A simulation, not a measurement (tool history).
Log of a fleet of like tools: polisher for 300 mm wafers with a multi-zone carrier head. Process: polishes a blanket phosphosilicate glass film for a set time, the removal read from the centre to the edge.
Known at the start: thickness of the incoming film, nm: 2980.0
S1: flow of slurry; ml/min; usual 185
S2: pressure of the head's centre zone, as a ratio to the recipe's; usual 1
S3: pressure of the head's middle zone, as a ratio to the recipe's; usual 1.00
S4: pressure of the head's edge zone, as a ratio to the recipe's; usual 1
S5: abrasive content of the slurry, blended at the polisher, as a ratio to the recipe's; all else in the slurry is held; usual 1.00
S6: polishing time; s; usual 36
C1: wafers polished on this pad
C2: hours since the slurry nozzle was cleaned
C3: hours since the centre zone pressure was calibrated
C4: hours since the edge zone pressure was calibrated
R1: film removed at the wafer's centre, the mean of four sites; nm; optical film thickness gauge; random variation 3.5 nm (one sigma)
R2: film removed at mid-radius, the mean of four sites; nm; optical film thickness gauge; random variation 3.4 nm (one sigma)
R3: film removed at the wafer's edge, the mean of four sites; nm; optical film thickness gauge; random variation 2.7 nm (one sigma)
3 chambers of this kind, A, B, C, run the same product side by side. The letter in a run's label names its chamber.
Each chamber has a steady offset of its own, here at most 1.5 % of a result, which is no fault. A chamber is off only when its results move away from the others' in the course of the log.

run	day	S1	S2	S3	S4	S5	S6	C1	C2	C3	C4	R1	R2	R3
# day 0.050: chamber A: edge zone pressure recalibrated
1A	0.325	185	1	1.00	1	1.00	36	319	236.1	364.6	6.7	246.78	247.24	243.23
2C	0.742	185	1	1.00	1	1.00	36	822	474.6	321.5	79.5	246.48	251.77	247.92
3B	1.267	185	1	1.00	1	1.00	36	437	255.5	566.9	1198.4	251.95	237.69	250.83
# day 1.362: chamber C: worn pad replaced by a new one
# day 1.575: chamber B: worn pad replaced by a new one
4B	1.754	185	1	1.00	1	1.00	36	28	267.2	578.6	1210.1	245.33	244.62	245.66
5A	2.104	185	1	1.00	1	1.00	36	601	278.8	407.3	49.4	245.14	250.27	240.20
# day 2.433: chamber B: slurry nozzle cleaned
6C	2.629	185	1	1.11	1	1.10	36	201	519.9	366.8	124.8	254.80	285.58	256.39
# day 2.721: chamber B: edge zone pressure recalibrated
# day 2.804: chamber A: worn pad replaced by a new one
7A	3.196	185	1	1.11	1	1.10	36	62	305.0	433.5	75.6	256.07	282.63	257.13
8C	3.608	185	1	1.11	1	1.10	36	357	543.4	390.3	148.3	256.18	285.26	256.95
# day 3.629: chamber A: slurry nozzle cleaned
9B	3.908	185	1	1.00	1	1.00	36	370	35.5	630.3	28.5	237.56	247.64	245.16
10C	4.233	185	1	1.00	1	1.00	36	456	558.4	405.3	163.3	237.07	244.82	247.38
11B	4.683	185	1	1.00	1	1.00	36	494	54.1	648.9	47.1	244.69	249.00	244.35
12A	5.112	185	1	1.00	1	1.00	36	367	35.7	479.5	121.6	241.60	240.29	248.19
# day 5.333: chamber B: worn pad replaced by a new one
13A	5.396	185	1	0.92	1	1.25	36	412	42.5	486.3	128.4	265.07	253.20	270.49
14B	5.696	185	1	0.92	1	1.25	36	57	78.4	673.2	71.4	269.89	246.37	269.07
15C	6.075	185	1	0.92	1	1.25	36	749	602.6	449.5	207.5	264.84	248.18	272.85
# day 6.446: chamber C: worn pad replaced by a new one
16C	6.658	185	1	1.00	1	1.00	36	33	616.6	463.5	221.5	244.30	244.55	249.99
17B	7.175	185	1	1.00	1	1.00	36	292	113.9	708.7	106.9	244.72	244.41	249.11
18A	7.521	185	1	1.00	1	1.00	36	750	93.5	537.3	179.4	238.82	240.61	243.48
19B	7.788	185	1	1.00	1	1.00	36	390	128.6	723.4	121.6	246.72	244.31	245.58
20C	8.046	185	1	1.00	1	1.00	36	254	649.9	496.8	254.8	238.49	249.73	250.38
# day 8.358: chamber A: worn pad replaced by a new one
21A	8.404	185	1	1.00	1	1.00	36	7	114.7	558.5	200.6	242.77	254.74	242.95
# day 8.608: chamber B: worn pad replaced by a new one
22C	8.812	185	1	1.00	1	1.00	36	376	668.3	515.2	273.2	246.66	246.84	244.59
23B	9.258	185	1	1.04	1	1.00	36	103	163.9	758.7	156.9	245.50	257.31	244.95
# day 9.325: chamber A: centre zone pressure recalibrated
24A	9.792	185	1	1.04	1	1.00	36	228	148.0	11.3	233.9	265.89	259.48	244.28
25B	10.058	185	1	1.04	1	1.00	36	230	183.1	777.9	176.1	249.67	255.19	246.70
26C	10.592	185	1	1.00	1	1.00	36	658	711.0	557.9	315.9	246.86	251.80	247.91
27A	11.175	185	1	1.00	1	1.00	36	447	181.2	44.5	267.1	267.65	248.98	242.70
28B	11.562	185	1	1.00	1	1.00	36	470	219.2	814.0	212.2	247.43	252.30	248.44
29A	12.117	185	1	1.00	1	1.00	36	597	203.8	67.1	289.7	266.93	251.12	244.77
30C	12.438	185	1	1.00	1	1.00	29	952	755.3	602.2	360.2	195.51	195.98	199.27
# day 12.475: chamber C: worn pad replaced by a new one
# day 12.483: chamber B: worn pad replaced by a new one
# day 12.625: chamber C: slurry nozzle cleaned
# day 12.983: chamber A: worn pad replaced by a new one
31C	13.004	185	1	1.00	1	1.00	29	84	9.2	615.8	373.8	196.36	196.19	198.84
32A	13.354	185	1	1.00	1	1.00	29	59	233.5	96.8	319.4	221.31	196.88	195.24
33B	13.629	185	1	1.00	1	1.00	36	182	268.8	863.6	261.8	243.79	246.31	250.16
34C	14.192	185	1	1.00	1	1.00	36	272	37.7	644.3	402.3	247.01	250.38	245.58
35A	14.588	185	1	1.00	1	1.00	36	255	263.1	126.4	349.0	266.61	237.24	243.90
# day 15.100: chamber A: slurry nozzle cleaned
36B	15.108	185	1	1.00	1	1.00	36	417	304.3	899.1	297.3	247.76	253.50	247.98
# day 15.312: chamber B: slurry nozzle cleaned
37B	15.542	185	1	1.00	1	1.00	36	486	5.5	909.5	307.7	243.51	248.88	253.00
38A	15.938	185	1	1.00	1	1.00	36	469	20.2	158.8	381.4	267.89	240.62	241.65
# day 15.996: chamber B: worn pad replaced by a new one
39C	16.246	185	1	1.00	1	1.00	36	599	87.0	693.6	451.6	248.33	251.83	248.40
40C	16.558	205	1	1.00	1	1.00	36	649	94.5	701.1	459.1	240.45	253.73	250.65
41A	17.071	205	1	1.00	1	1.00	36	649	47.4	186.0	408.6	265.43	248.14	246.03
42B	17.512	205	1	1.00	1	1.00	36	241	52.8	956.8	355.0	250.75	254.02	248.83

All 3 chambers run these settings next. Forecast each chamber's results:
43A	17.929	185	1	1.00	1	1.00	36					?	?	?
43B	17.929	185	1	1.00	1	1.00	36					?	?	?
43C	17.929	185	1	1.00	1	1.00	36					?	?	?

run	R1	R2	R3
43A	268.82	246.54	249.51
43B	246.01	242.37	249.78
43C	246.91	245.22	251.99
